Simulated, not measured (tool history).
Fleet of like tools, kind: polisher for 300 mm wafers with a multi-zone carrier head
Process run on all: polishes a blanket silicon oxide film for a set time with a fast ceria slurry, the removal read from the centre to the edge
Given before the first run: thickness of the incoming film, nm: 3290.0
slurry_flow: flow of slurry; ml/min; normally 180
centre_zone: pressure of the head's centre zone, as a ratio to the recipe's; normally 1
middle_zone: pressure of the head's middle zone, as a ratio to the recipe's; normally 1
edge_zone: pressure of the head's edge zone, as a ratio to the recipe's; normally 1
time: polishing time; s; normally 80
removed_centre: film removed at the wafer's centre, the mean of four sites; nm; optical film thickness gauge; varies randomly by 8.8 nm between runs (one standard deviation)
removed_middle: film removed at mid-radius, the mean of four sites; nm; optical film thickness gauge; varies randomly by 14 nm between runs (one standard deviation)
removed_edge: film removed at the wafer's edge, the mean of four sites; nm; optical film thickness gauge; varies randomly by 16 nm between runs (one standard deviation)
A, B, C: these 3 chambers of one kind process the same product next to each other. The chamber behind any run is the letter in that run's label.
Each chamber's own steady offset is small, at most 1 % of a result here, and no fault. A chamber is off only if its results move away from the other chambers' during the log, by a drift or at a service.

run,hour,slurry_flow,centre_zone,middle_zone,edge_zone,time,wafers polished on this pad,hours since the slurry nozzle was cleaned,hours since the centre zone pressure was calibrated,hours since the edge zone pressure was calibrated,removed_centre,removed_middle,removed_edge
1B,4.5,180,1,1,1,80,1269,473.7,455.6,834.8,1062.7,1079.4,1060.4
2C,7.8,180,1,1,1,80,518,201.5,871.5,344.2,1073.6,1083.7,1046.1
3A,10.5,180,1,1,1,80,558,304.8,27.9,1179.5,1088.3,1054.3,1084.7
4A,14,180,1,1,1,80,607,308.3,31.4,1183,1067.2,1054.7,1066.4
# hour 14.3: chamber B: worn pad replaced by a new one
5C,18.3,160,1,1,1,80,665,212,882,354.7,1053.1,1058.2,1060.4
6B,21.2,160,1,1,1,80,96,490.4,472.3,851.5,1052.4,1063.6,1038.2
7C,25.1,160,1,1,1,80,760,218.8,888.8,361.5,1045,1044.3,1037.9
# hour 25.6: chamber C: worn pad replaced by a new one
8A,30.2,240,1,0.92,1,80,834,324.5,47.6,1199.2,1118,1033.3,1126.7
9B,33.9,240,1,0.92,1,80,274,503.1,485,864.2,1107.5,1037.4,1123.5
10C,38.3,240,1,0.92,1,80,178,232,902,374.7,1116.6,1024.7,1080.5
11A,43.1,180,1,1,1,97,1014,337.4,60.5,1212.1,1315.9,1298.5,1286.4
# hour 43.6: chamber A: worn pad replaced by a new one
12B,47.7,180,1,1,1,97,467,516.9,498.8,878,1289.6,1305.7,1275.1
13C,52.2,180,1,1,1,97,372,245.9,915.9,388.6,1287.9,1290.7,1290.5
14A,55,180,1,1,1,80,159,349.3,72.4,1224,1076.3,1057.2,1041.6
# hour 58.4: chamber B: centre zone pressure recalibrated
15B,59.5,180,1,0.91,0.96,80,632,528.7,1.1,889.8,1137.1,977.92,1038.7
16C,63.1,180,1,0.91,0.96,80,524,256.8,926.8,399.5,1072.8,1006.6,1044.8
17B,66.7,180,1,0.91,0.96,80,733,535.9,8.3,897,1139.4,1001.1,1061.5
18A,70.8,180,1,1,1,80,380,365.1,88.2,1239.8,1077.5,1074,1083.6
19C,74.8,180,1,1,1,80,688,268.5,938.5,411.2,1075.6,1088.1,1077.1
20A,78.2,180,1,1,1,80,484,372.5,95.6,1247.2,1087.3,1063.1,1073.9
# hour 82.5: chamber C: worn pad replaced by a new one
21B,83.1,180,1,1,1,80,962,552.3,24.7,913.4,1148.7,1084.7,1072.8
# hour 85.1: chamber B: edge zone pressure recalibrated
22A,85.7,180,1,1,1,80,589,380,103.1,1254.7,1082.7,1083.2,1054.9
23B,88.9,180,1,1,1,80,1043,558.1,30.5,3.8,1145.4,1070.8,1068.1
24C,91.6,180,1,1,1,80,127,285.3,955.3,428,1086.7,1066.8,1082.5
25C,95.6,180,1,1,1,80,183,289.3,959.3,432,1077.4,1075.9,1058.6
26A,99,180,1,1,1,80,774,393.3,116.4,1268,1088,1069.3,1095
27B,102.8,150,0.93,1,1,80,1237,572,44.4,17.7,1034,1021.3,1039.5
28C,107,150,0.93,1,1,80,342,300.7,970.7,443.4,962.75,1050.6,1014.5
# hour 107.2: chamber B: worn pad replaced by a new one
# hour 108.1: chamber A: worn pad replaced by a new one
29B,111.9,150,0.93,1,1,80,65,581.1,53.5,26.8,1013.2,1038.8,1045.7
# hour 112.8: chamber A: edge zone pressure recalibrated
30A,114.2,180,1,1,1,80,86,408.5,131.6,1.5,1080.2,1087.3,1073.2
31B,119,180,1,1,1,80,164,588.2,60.6,33.9,1149.4,1102.1,1076.1
32C,122.3,180,1,1,1,80,556,316,986,458.7,1079.1,1067.2,1032
33A,124.7,180,1,1,1,80,233,419,142.1,12,1076.6,1065.9,1073.3
34C,127,180,1,1,1,80,622,320.7,990.7,463.4,1061.6,1063.9,1060

All 3 chambers run these settings next. Forecast each chamber's results:
35A,130.6,155,1,1,1,80,,,,,?,?,?
35B,130.6,155,1,1,1,80,,,,,?,?,?
35C,130.6,155,1,1,1,80,,,,,?,?,?

run,removed_centre,removed_middle,removed_edge
35A,1032.7,1019.7,1032.6
35B,1118.8,1033.7,1043.6
35C,1046,1025.8,1053.8
